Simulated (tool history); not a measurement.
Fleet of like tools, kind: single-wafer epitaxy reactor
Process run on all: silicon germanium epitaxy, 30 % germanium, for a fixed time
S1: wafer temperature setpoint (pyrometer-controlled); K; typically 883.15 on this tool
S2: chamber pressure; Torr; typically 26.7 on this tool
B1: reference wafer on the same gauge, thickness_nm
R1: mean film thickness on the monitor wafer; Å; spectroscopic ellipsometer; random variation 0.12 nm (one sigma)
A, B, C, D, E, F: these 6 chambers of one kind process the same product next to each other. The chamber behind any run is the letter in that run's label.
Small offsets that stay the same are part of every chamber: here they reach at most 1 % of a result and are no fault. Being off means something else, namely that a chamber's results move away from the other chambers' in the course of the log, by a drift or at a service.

{"run": "1C", "day": 0.429, "S1": 883.15, "S2": 26.7, "B1": 77.181, "R1": 786.81}
{"run": "2F", "day": 0.804, "S1": 883.15, "S2": 26.7, "B1": 77.18, "R1": 793.68}
{"run": "3E", "day": 1.138, "S1": 883.15, "S2": 26.7, "B1": 77.26, "R1": 796.49}
{"run": "4D", "day": 1.383, "S1": 883.15, "S2": 26.7, "B1": 77.273, "R1": 787.8}
{"run": "5A", "day": 1.842, "S1": 883.15, "S2": 26.7, "B1": 77.265, "R1": 790.3}
{"run": "6B", "day": 2.208, "S1": 883.15, "S2": 26.7, "B1": 77.264, "R1": 793.25}
{"run": "7D", "day": 2.475, "S1": 883.15, "S2": 26.7, "B1": 77.286, "R1": 788.6}
{"run": "8A", "day": 2.8, "S1": 883.15, "S2": 26.7, "B1": 77.331, "R1": 791.22}
{"run": "9F", "day": 3.204, "S1": 883.15, "S2": 26.7, "B1": 77.335, "R1": 795.08}
{"run": "10B", "day": 3.571, "S1": 883.15, "S2": 26.7, "B1": 77.313, "R1": 794.08}
{"run": "11E", "day": 3.933, "S1": 883.15, "S2": 21.5, "B1": 77.315, "R1": 731.7}
{"run": "12C", "day": 4.246, "S1": 883.15, "S2": 21.5, "B1": 77.349, "R1": 722.19}
{"run": "13C", "day": 4.604, "S1": 883.15, "S2": 21.5, "B1": 77.366, "R1": 723.88}
{"run": "14A", "day": 5.054, "S1": 883.15, "S2": 21.5, "B1": 77.356, "R1": 730.36}
{"run": "15F", "day": 5.421, "S1": 883.15, "S2": 21.5, "B1": 77.387, "R1": 729.15}
{"run": "16D", "day": 5.712, "S1": 883.15, "S2": 21.5, "B1": 77.369, "R1": 724.18}
{"run": "17B", "day": 6.042, "S1": 883.15, "S2": 26.7, "B1": 77.373, "R1": 794.66}
{"run": "18E", "day": 6.35, "S1": 889.15, "S2": 33, "B1": 77.385, "R1": 964.45}
{"run": "19E", "day": 6.725, "S1": 889.15, "S2": 33, "B1": 77.398, "R1": 962.76}
{"run": "20C", "day": 7.117, "S1": 889.15, "S2": 33, "B1": 77.434, "R1": 955.88}
{"run": "21B", "day": 7.375, "S1": 889.15, "S2": 33, "B1": 77.39, "R1": 962.19}
{"run": "22F", "day": 7.85, "S1": 889.15, "S2": 33, "B1": 77.434, "R1": 959.82}
{"run": "23D", "day": 8.092, "S1": 889.15, "S2": 33, "B1": 77.461, "R1": 957.32}
{"run": "24A", "day": 8.433, "S1": 883.15, "S2": 26.7, "B1": 77.478, "R1": 793.8}
{"run": "25E", "day": 8.9, "S1": 883.15, "S2": 26.7, "B1": 77.502, "R1": 796.79}
{"run": "26F", "day": 9.338, "S1": 883.15, "S2": 26.7, "B1": 77.485, "R1": 794.29}
{"run": "27A", "day": 9.554, "S1": 883.15, "S2": 26.7, "B1": 77.518, "R1": 796.1}
{"run": "28D", "day": 9.829, "S1": 883.15, "S2": 26.7, "B1": 77.501, "R1": 790.58}
{"run": "29B", "day": 10.308, "S1": 883.15, "S2": 26.7, "B1": 77.519, "R1": 795.31}
{"run": "30C", "day": 10.7, "S1": 883.15, "S2": 26.7, "B1": 77.553, "R1": 791.71}
{"run": "31E", "day": 10.925, "S1": 883.15, "S2": 26.7, "B1": 77.547, "R1": 798.58}
{"run": "32B", "day": 11.292, "S1": 883.15, "S2": 26.7, "B1": 77.549, "R1": 796.49}
{"run": "33F", "day": 11.604, "S1": 883.15, "S2": 26.7, "B1": 77.551, "R1": 796.78}
{"run": "34C", "day": 11.821, "S1": 883.15, "S2": 26.7, "B1": 77.599, "R1": 791.53}
{"run": "35D", "day": 12.179, "S1": 883.15, "S2": 26.7, "B1": 77.57, "R1": 791.15}
{"run": "36A", "day": 12.412, "S1": 883.15, "S2": 26.7, "B1": 77.59, "R1": 795.76}
{"run": "37C", "day": 12.808, "S1": 883.15, "S2": 26.7, "B1": 77.596, "R1": 791.95}
{"run": "38A", "day": 13.15, "S1": 883.15, "S2": 26.7, "B1": 77.653, "R1": 795.8}
{"run": "39B", "day": 13.496, "S1": 883.15, "S2": 26.7, "B1": 77.601, "R1": 797.75}
{"run": "40F", "day": 13.962, "S1": 883.15, "S2": 26.7, "B1": 77.623, "R1": 794.12}
{"run": "41D", "day": 14.288, "S1": 883.15, "S2": 24.1, "B1": 77.656, "R1": 761.03}

Read the log: is a single chamber off, either drifting away or since a service, is the gauge that measures every chamber drifting, or is nothing wrong beyond small per-chamber offsets? Name any odd chamber and what most likely caused it.

It is the gauge, not a chamber: its drift shows up in every chamber's results at once, and no chamber is off.
Most likely cause: gauge reads high (%) = 0.594.

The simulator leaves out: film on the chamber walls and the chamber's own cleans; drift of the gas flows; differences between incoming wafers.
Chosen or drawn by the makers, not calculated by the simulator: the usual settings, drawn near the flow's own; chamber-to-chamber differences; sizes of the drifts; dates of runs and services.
